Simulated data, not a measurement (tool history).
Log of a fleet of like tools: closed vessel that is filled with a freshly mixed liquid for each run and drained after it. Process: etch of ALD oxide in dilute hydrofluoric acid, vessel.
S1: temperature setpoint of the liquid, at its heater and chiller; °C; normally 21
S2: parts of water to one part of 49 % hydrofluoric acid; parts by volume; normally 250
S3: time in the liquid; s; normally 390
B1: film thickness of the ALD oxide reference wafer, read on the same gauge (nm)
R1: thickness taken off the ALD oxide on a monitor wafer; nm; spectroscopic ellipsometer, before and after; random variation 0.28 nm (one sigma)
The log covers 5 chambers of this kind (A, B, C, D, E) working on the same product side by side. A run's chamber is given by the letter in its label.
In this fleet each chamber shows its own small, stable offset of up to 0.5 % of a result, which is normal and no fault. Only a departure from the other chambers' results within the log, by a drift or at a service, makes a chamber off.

Run 1C, day 0.208: usual settings; B1 60. Result: R1 38.205 nm.
Run 2E, day 0.546: usual settings; B1 60.043. Result: R1 38.644 nm.
Run 3D, day 0.933: usual settings; B1 60.016. Result: R1 38.649 nm.
At day 1.1: chamber A: hydrofluoric acid flow meter replaced.
Run 4A, day 1.138: usual settings; B1 59.986. Result: R1 38.585 nm.
Run 5B, day 1.538: usual settings; B1 60.028. Result: R1 38.595 nm.
Run 6E, day 1.758: usual settings; B1 59.982. Result: R1 38.577 nm.
Run 7D, day 1.975: usual settings; B1 59.959. Result: R1 38.356 nm.
Run 8C, day 2.396: usual settings; B1 60.053. Result: R1 38.48 nm.
Run 9B, day 2.608: usual settings; B1 60.029. Result: R1 38.451 nm.
At day 2.771: chamber D: thermometer replaced.
Run 10A, day 2.879: usual settings; B1 59.998. Result: R1 38.541 nm.
Run 11E, day 3.192: usual settings; B1 60.044. Result: R1 38.817 nm.
Run 12C, day 3.538: usual settings; B1 60.058. Result: R1 37.914 nm.
Run 13A, day 3.775: usual settings; B1 60.035. Result: R1 38.349 nm.
Run 14D, day 4.025: usual settings but S3 505 s; B1 60.046. Result: R1 50.13 nm.
Run 15B, day 4.346: usual settings but S3 505 s; B1 60.041. Result: R1 50.784 nm.
Run 16E, day 4.642: usual settings but S3 505 s; B1 59.974. Result: R1 50.101 nm.
Run 17C, day 4.908: usual settings but S3 505 s; B1 60.033. Result: R1 49.844 nm.
Run 18B, day 5.158: usual settings but S3 505 s; B1 59.96. Result: R1 49.603 nm.
Run 19A, day 5.342: usual settings; B1 60.015. Result: R1 38.403 nm.
Run 20D, day 5.767: usual settings; B1 59.992. Result: R1 38.452 nm.
Run 21B, day 6.112: usual settings; B1 60.038. Result: R1 39.019 nm.
Run 22C, day 6.5: usual settings; B1 59.989. Result: R1 38.745 nm.
Run 23A, day 6.742: usual settings but S1 17 °C, S2 150 parts by volume; B1 59.968. Result: R1 60.351 nm.
Run 24D, day 7.112: usual settings but S1 17 °C, S2 150 parts by volume; B1 59.991. Result: R1 59.765 nm.
Run 25E, day 7.492: usual settings but S1 17 °C, S2 150 parts by volume; B1 60.035. Result: R1 60.556 nm.
Run 26D, day 7.812: usual settings but S1 17 °C, S2 150 parts by volume; B1 59.968. Result: R1 59.091 nm.
Run 27C, day 8.021: usual settings but S1 17 °C, S2 150 parts by volume; B1 60.009. Result: R1 60.852 nm.
Run 28E, day 8.225: usual settings; B1 60.042. Result: R1 38.634 nm.
Run 29B, day 8.625: usual settings; B1 59.981. Result: R1 38.093 nm.
At day 8.912: chamber C: hydrofluoric acid flow meter replaced.
Run 30A, day 9.033: usual settings; B1 60.028. Result: R1 38.696 nm.
Run 31A, day 9.458: usual settings; B1 60.043. Result: R1 37.82 nm.
Run 32B, day 9.667: usual settings; B1 60.001. Result: R1 38.687 nm.
Run 33E, day 10.054: usual settings; B1 60.01. Result: R1 38.651 nm.
Run 34D, day 10.338: usual settings; B1 59.956. Result: R1 38.619 nm.
Run 35C, day 10.667: usual settings; B1 60.033. Result: R1 38.329 nm.
Run 36B, day 10.979: usual settings; B1 59.992. Result: R1 38.85 nm.
Run 37C, day 11.404: usual settings but S1 17.5 °C, S2 355 parts by volume; B1 60.045. Result: R1 21.538 nm.
Run 38A, day 11.596: usual settings but S1 17.5 °C, S2 355 parts by volume; B1 60.049. Result: R1 21.615 nm.
Run 39D, day 11.812: usual settings but S1 17.5 °C, S2 355 parts by volume; B1 60.024. Result: R1 21.827 nm.
Run 40E, day 12.129: usual settings but S1 17.5 °C, S2 355 parts by volume; B1 59.949. Result: R1 22.132 nm.
Run 41D, day 12.529: usual settings but S1 17.5 °C, S2 355 parts by volume; B1 60.007. Result: R1 21.683 nm.

What goes on in this fleet: one chamber off, a drifting gauge, or nothing beyond the chambers' own small offsets? Name the chamber and the cause, if any.

Neither any chamber nor the gauge drifts; the chambers differ only by their own small, steady offsets.

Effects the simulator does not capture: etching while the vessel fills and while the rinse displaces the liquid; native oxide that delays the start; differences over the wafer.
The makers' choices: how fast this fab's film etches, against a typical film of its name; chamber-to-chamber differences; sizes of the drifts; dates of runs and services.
